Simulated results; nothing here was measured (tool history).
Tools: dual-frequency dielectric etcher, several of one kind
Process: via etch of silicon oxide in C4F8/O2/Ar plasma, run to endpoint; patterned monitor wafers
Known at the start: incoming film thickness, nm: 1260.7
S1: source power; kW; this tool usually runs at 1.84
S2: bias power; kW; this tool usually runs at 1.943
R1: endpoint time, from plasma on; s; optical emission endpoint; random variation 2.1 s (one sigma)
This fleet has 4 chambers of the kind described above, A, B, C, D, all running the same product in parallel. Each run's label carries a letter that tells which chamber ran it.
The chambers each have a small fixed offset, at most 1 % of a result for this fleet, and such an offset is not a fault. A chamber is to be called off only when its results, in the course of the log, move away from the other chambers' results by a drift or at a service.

run	hour	S1	S2	R1
1B	10.9	1.84	1.943	259.08
2A	24.9	1.84	1.943	259.41
3C	33.4	1.84	1.943	256.49
4D	42.8	1.84	1.943	254.57
5C	53.4	1.84	1.943	259.97
6D	68.1	1.84	1.943	257.73
7B	84.5	1.84	1.943	258.9
8A	92.3	1.84	1.943	261.91
9D	102.3	1.84	1.943	261.21
10C	118.4	1.84	1.943	261.5
11A	129.7	1.84	1.943	258.96
12B	146	1.84	1.943	261.99
13A	155	1.84	1.943	265.13
14B	162.3	1.84	1.943	258.16
15D	171.1	1.84	1.943	260.65
16C	180.6	1.84	1.943	258.4
# hour 184.8: chamber B: wet clean of the chamber
17C	193	1.84	1.943	259.87
# hour 200.8: chamber A: wet clean of the chamber
18B	204	1.84	1.943	258.88
19D	219.5	1.84	1.943	258.25
20A	231.1	1.84	1.943	259.22
21A	245.5	1.84	1.943	265.96
22C	254.3	1.84	1.943	256.25
23B	267.9	1.84	1.943	261.63
24D	275.7	2.05	2.375	236.25
25D	283.5	2.05	2.375	237.9
26C	297.1	2.05	2.375	234.4
27B	309.9	2.05	2.375	235.33
28A	318.9	1.84	1.943	261.54
29D	329.7	1.84	2.171	253.88
30B	343.7	1.84	2.171	251.16
31A	357	1.84	2.171	250.94
32C	373.1	1.84	2.171	253.93
# hour 388.3: chamber D: wet clean of the chamber
33D	388.8	1.84	1.943	260.44
# hour 390.4: chamber C: wet clean of the chamber
34B	402.3	1.84	1.943	262.37
35C	414.9	1.84	1.943	260.28

Does one chamber stand apart from the rest, does the shared gauge drift, or is all well apart from small per-chamber offsets? Give the chamber and the most likely cause, where there is one.

Neither any chamber nor the gauge drifts; the chambers differ only by their own small, steady offsets.

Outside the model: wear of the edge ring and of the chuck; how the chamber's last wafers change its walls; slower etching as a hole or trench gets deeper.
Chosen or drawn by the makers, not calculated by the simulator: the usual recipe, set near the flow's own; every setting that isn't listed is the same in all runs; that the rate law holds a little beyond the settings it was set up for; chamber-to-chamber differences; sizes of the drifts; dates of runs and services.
